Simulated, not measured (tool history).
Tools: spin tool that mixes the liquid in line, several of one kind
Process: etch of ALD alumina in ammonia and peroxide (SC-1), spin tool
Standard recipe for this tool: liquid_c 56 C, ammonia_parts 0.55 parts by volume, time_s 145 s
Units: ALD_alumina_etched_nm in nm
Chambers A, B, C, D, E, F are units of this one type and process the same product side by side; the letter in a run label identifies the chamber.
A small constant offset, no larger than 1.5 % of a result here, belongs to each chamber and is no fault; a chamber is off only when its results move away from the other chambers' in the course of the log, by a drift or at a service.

run	hour	liquid_c	ammonia_parts	time_s	hours since the thermometer was replaced	hours since the ammonia flow meter was replaced	hours since the heated supply line was repaired	hours since the drum of ammonia solution was connected	read-back film thickness of the ALD alumina reference wafer, read on the same gauge (nm)	ALD_alumina_etched_nm
1E	5.3	56	0.55	145	624.1	556.8	1643.1	166.5	60.011	14.011
2F	14.2	56	0.55	145	14.8	808.5	458.8	223	59.989	13.658
# hour 18.9: chamber E: ammonia flow meter replaced
3C	20.1	56	0.55	145	303.9	627	2071.6	590.8	60.009	14.093
4B	25.7	56	0.55	145	589.5	1286.6	1092.4	90.5	59.995	13.768
5D	32.7	56	0.35	145	556.6	469	548.5	229.6	60.027	13.333
6A	38.6	56	0.35	145	680.9	1500.9	706.1	267.8	60.025	13.353
7B	46	56	0.35	145	609.8	1306.9	1112.7	110.8	60.015	13.173
8F	53.1	56	0.35	145	53.7	847.4	497.7	261.9	59.997	13.204
9E	60.8	56	0.35	145	679.6	42	1698.6	222	60.003	13.257
# hour 64.6: chamber E: new drum of ammonia solution connected
10D	68.9	56	0.35	145	592.8	505.2	584.7	265.8	59.997	13.17
11A	76.6	56	0.55	145	718.9	1538.9	744.1	305.8	59.995	13.805
12C	83.4	56	0.55	145	367.2	690.3	2134.9	654.1	59.967	13.778
13D	90.2	56	0.35	145	614.1	526.5	606	287.1	60.028	13.148
14F	94.2	56	0.35	145	94.8	888.5	538.8	303	60.008	13.152
15A	99.2	56	0.35	145	741.5	1561.5	766.7	328.4	60	13.244
16C	103.8	56	0.35	145	387.6	710.7	2155.3	674.5	59.967	13.27
17E	109.3	56	0.35	145	728.1	90.5	1747.1	44.7	60.031	13.415
18B	115.3	56	0.35	145	679.1	1376.2	1182	180.1	59.987	13.029
19D	121.1	56	0.55	145	645	557.4	636.9	318	59.989	13.796
20C	125.8	56	0.55	145	409.6	732.7	2177.3	696.5	59.978	14.089
21F	129.8	56	0.55	145	130.4	924.1	574.4	338.6	59.996	13.804
22E	137.2	56	0.55	145	756	118.4	1775	72.6	60.011	13.896
23A	141.6	56	0.55	145	783.9	1603.9	809.1	370.8	59.99	13.625
24B	146.3	56	0.55	145	710.1	1407.2	1213	211.1	60.014	13.923
25C	151.4	56	0.55	145	435.2	758.3	2202.9	722.1	60.016	13.881
# hour 153.8: chamber A: heated supply line repaired
26A	157.1	56	0.55	145	799.4	1619.4	3.4	386.3	60.014	13.872
27D	161.1	56	0.55	145	685	597.4	676.9	358	60.028	13.827
# hour 162.6: chamber D: ammonia flow meter replaced
28F	166	56	0.55	145	166.6	960.3	610.6	374.8	60.01	13.827
29B	170.5	56	0.55	145	734.3	1431.4	1237.2	235.3	59.994	13.733
30E	178.5	56	0.55	145	797.3	159.7	1816.3	113.9	60.006	13.859
31E	183.9	56	0.55	145	802.7	165.1	1821.7	119.3	59.999	13.94
32D	190.3	56	0.55	145	714.2	27.8	706.1	387.2	60.017	13.887
# hour 196.3: chamber C: ammonia flow meter replaced
33F	197	56	0.55	145	197.6	991.3	641.6	405.8	59.98	13.686
34C	203	56	0.55	145	486.8	6.8	2254.5	773.7	59.956	13.763
35A	206.8	65.5	0.55	145	849.1	1669.1	53.1	436	59.972	22.127
# hour 212: chamber B: heated supply line repaired
36B	212.7	65.5	0.55	145	776.5	1473.6	0.8	277.5	59.985	22.445
37A	220.3	65.5	0.55	145	862.6	1682.6	66.6	449.5	59.977	22.454

Decide between three cases: one chamber stands off from its peers, the gauge reading all wafers drifts, or nothing is wrong past each chamber's small offset. Where a chamber is off, say which and what most likely put it there.

Beyond each chamber's small constant offset nothing stands out, and the gauge stays steady.
